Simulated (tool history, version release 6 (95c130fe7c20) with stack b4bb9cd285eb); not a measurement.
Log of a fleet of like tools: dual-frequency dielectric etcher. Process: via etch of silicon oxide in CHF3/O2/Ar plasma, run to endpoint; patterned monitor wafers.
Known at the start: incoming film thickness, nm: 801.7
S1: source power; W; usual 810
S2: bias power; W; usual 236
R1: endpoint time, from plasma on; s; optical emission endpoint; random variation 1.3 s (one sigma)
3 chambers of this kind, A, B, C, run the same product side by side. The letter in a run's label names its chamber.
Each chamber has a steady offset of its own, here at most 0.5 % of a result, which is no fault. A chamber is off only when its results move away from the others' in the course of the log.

| run | hour | S1 | S2 | R1 |
|---|---|---|---|---|
| 1A | 5.3 | 810 | 236 | 331.48 |
| 2C | 9.5 | 810 | 236 | 331.38 |
| 3B | 13.6 | 810 | 236 | 329.91 |
| 4A | 16.6 | 810 | 236 | 331.71 |
| 5C | 19.5 | 810 | 236 | 335.21 |
| 6B | 22.5 | 810 | 236 | 329.41 |
| 7C | 26.7 | 810 | 236 | 332.23 |
| 8B | 30.9 | 810 | 236 | 326.95 |
| 9A | 34 | 810 | 236 | 330.08 |
| 10C | 37.3 | 810 | 236 | 332.22 |
| 11B | 40.1 | 950 | 236 | 308.27 |
| 12A | 44.4 | 950 | 236 | 311.87 |
| 13B | 49.4 | 950 | 236 | 309.06 |
| 14C | 54.7 | 810 | 236 | 334.5 |
| 15A | 59.7 | 810 | 236 | 324.23 |
| 16A | 63.9 | 810 | 236 | 326.32 |
| 17B | 68.7 | 810 | 236 | 329.88 |
| 18C | 74.6 | 810 | 236 | 333.78 |
| 19C | 79.4 | 740 | 203 | 362.84 |
| 20B | 82.8 | 740 | 203 | 356.66 |
| 21A | 87.7 | 740 | 203 | 349.89 |
| 22A | 90.5 | 810 | 236 | 323.65 |
| 23B | 96.5 | 810 | 236 | 329.59 |
| 24C | 100.4 | 810 | 236 | 332.23 |
| 25C | 105.3 | 900 | 217 | 325.67 |
| 26B | 109.3 | 900 | 217 | 326.59 |
| 27A | 114.8 | 900 | 217 | 313.49 |

All 3 chambers run these settings next. Forecast each chamber's results:
| 28A | 119 | 810 | 236 | ? |
| 28B | 119 | 810 | 236 | ? |
| 28C | 119 | 810 | 236 | ? |

| run | R1 |
|---|---|
| 28A | 318.04 |
| 28B | 329.68 |
| 28C | 331.68 |

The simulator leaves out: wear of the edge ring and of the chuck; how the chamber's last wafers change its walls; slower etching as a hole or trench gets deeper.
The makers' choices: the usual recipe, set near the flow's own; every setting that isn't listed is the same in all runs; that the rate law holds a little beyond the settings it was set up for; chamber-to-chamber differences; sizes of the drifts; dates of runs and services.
